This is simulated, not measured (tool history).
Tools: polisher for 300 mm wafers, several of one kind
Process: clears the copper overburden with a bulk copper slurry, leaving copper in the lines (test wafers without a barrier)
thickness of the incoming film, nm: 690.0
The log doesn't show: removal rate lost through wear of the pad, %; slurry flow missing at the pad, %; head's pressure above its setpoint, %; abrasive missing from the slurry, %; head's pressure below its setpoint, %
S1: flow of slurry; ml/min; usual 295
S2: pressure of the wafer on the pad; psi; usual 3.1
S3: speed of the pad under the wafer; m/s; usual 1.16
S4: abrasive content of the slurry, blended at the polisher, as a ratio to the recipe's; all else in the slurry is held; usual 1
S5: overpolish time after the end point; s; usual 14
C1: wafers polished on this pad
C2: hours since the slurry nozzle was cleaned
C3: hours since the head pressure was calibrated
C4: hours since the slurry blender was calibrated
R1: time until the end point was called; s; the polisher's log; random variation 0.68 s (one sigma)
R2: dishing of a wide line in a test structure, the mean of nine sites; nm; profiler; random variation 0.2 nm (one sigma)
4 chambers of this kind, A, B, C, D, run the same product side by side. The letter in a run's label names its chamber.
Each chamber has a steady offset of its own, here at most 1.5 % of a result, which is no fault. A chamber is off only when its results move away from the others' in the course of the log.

run   hour   S1   S2    S3   S4  S5    C1     C2      C3     C4      R1      R2
 1D    3.4  295  3.1  1.16    1  14   170   86.8   751.1  129.6  55.563  17.062
 2B      6  295  3.1  1.16    1  14   851  762.2  1176.2   84.9   56.34  16.388
 3A   10.8  295  3.1  1.16    1  14   237  596.2    67.3  433.5  54.403   17.08
 4C     14  295  3.1  1.16    1  14   655   66.2   173.5  321.4  53.893  16.965
 5A   17.1  295  3.1  1.16    1  14   304  602.5    73.6  439.8  55.207  17.008
 6D   20.9  295  3.1  1.16    1  14   356  104.3   768.6  147.1  55.772  16.778
 7C   23.3  295  3.1  1.16    1  14   753   75.5   182.8  330.7   55.41  16.895
 8B   28.1  295  3.1  1.16    1  14  1085  784.3  1198.3    107  57.646  16.276
 9D   31.5  295  3.1  1.16    1  14   468  114.9   779.2  157.7   56.27  16.524
      33.1  -- chamber A: slurry nozzle cleaned
10B   35.5  295  3.1  1.16    1  14  1163  791.7  1205.7  114.4  55.621  16.461
11A   38.2  200  3.1  1.16    1  14   527    5.2    94.7  460.9  57.223  16.858
12C   41.1  200  3.1  1.16    1  14   942   93.3   200.6  348.5  56.051   16.39
      44.9  -- chamber D: worn pad replaced by a new one
13D   45.1  200  3.1  1.16    1  14     2  128.5   792.8  171.3  57.431  16.781
      45.8  -- chamber B: worn pad replaced by a new one
14B   48.4  200  3.1  1.16    1  14    28  804.6  1218.6  127.3  58.325  16.361
15C   51.9  295  3.1  1.16    1  14  1056  104.1   211.4  359.3    54.1  16.617
16A   54.4  295  3.1  1.16    1  14   699   21.4   110.9  477.1  55.476   16.73
17D   58.7  295  3.1  1.16    1  14   146  142.1   806.4  184.9   56.67  17.003
18B   62.9  295  3.1  1.16    1  14   181  819.1  1233.1  141.8  56.135  16.593
      64.9  -- chamber C: worn pad replaced by a new one
19C   65.6  360  3.1  1.38    1  14     8  117.8   225.1    373  44.476  16.202
        67  -- chamber B: head pressure recalibrated
20A   68.5  360  3.1  1.38    1  14   848   35.5     125  491.2  45.395  16.738
21D   70.7  360  3.1  1.38    1  14   273  154.1   818.4  196.9  45.811  16.937
22A   73.9  360  3.1  1.38    1  14   905   40.9   130.4  496.6  44.972  17.236
23C   76.5  295  3.1  1.16    1  14   123  128.7     236  383.9  53.687   16.34
      79.9  -- chamber D: head pressure recalibrated
      80.5  -- chamber A: slurry blender recalibrated
24B   80.7  295  3.1  1.16    1  14   370  836.9    13.8  159.6  54.594  16.673
25B   85.3  295  3.1  1.16    1  14   419  841.5    18.4  164.2  55.359  16.383
      87.8  -- chamber A: worn pad replaced by a new one
26A   90.3  295  3.1  1.16    1  14    26   57.3   146.8    9.9  53.941  16.733
27C   94.8  295  3.1  1.16    1  14   317    147   254.3  402.2  55.157   16.18
      96.5  -- chamber D: slurry blender recalibrated
28D   97.7  295  3.1  1.16    1   7   559  181.1    17.8    1.2  62.004  16.193
29A  100.4  295  3.1  1.16    1   7   133   67.4   156.9     20  55.388  16.576
30B  104.2  295  3.1  1.16    1   7   619  860.4    37.3  183.1  55.878   16.12
     107.6  -- chamber D: worn pad replaced by a new one
31C  108.8  295  3.1  1.16    1   7   465    161   268.3  416.2   54.69  16.453
32D  112.3  295  3.1  1.16    1  14    50  195.7    32.4   15.8   61.71  16.892
33C  116.7  295  3.1  1.16    1  14   549  168.9   276.2  424.1   54.84  16.581
34B  120.6  295  3.1  1.16    1  14   792  876.8    53.7  199.5  56.376  16.195
35D  123.9  295  3.1  1.16    1  14   172  207.3      44   27.4  60.127  16.786
36A    127  295  3.1  1.16  0.7  21   415     94   183.5   46.6   59.48   17.15
37A  129.9  295  3.1  1.16  0.7  21   445   96.9   186.4   49.5   60.87  17.178
38C  132.5  295  3.1  1.16  0.7  21   716  184.7     292  439.9  58.585  16.803
39D  136.3  295  3.1  1.16  0.7  21   304  219.7    56.4   39.8  67.288  17.046
40B    141  295  3.1  1.16    1  14  1008  897.2    74.1  219.9  56.359  16.216
41A  143.6  295  3.1  1.16    1  14   590  110.6   200.1   63.2  54.948  16.952
42D  147.9  295  3.1  1.16    1  14   426  231.3      68   51.4  60.748  16.623

All 4 chambers run these settings next. Forecast each chamber's results:
43A  151.5  295  3.1  1.16   1  14                   ?   ?
43B  151.5  295  3.1  1.16   1  14                   ?   ?
43C  151.5  295  3.1  1.16   1  14                   ?   ?
43D  151.5  295  3.1  1.16   1  14                   ?   ?

run      R1      R2
43A  54.494  16.874
43B  56.273   16.53
43C  53.205  16.522
43D  62.664  16.718
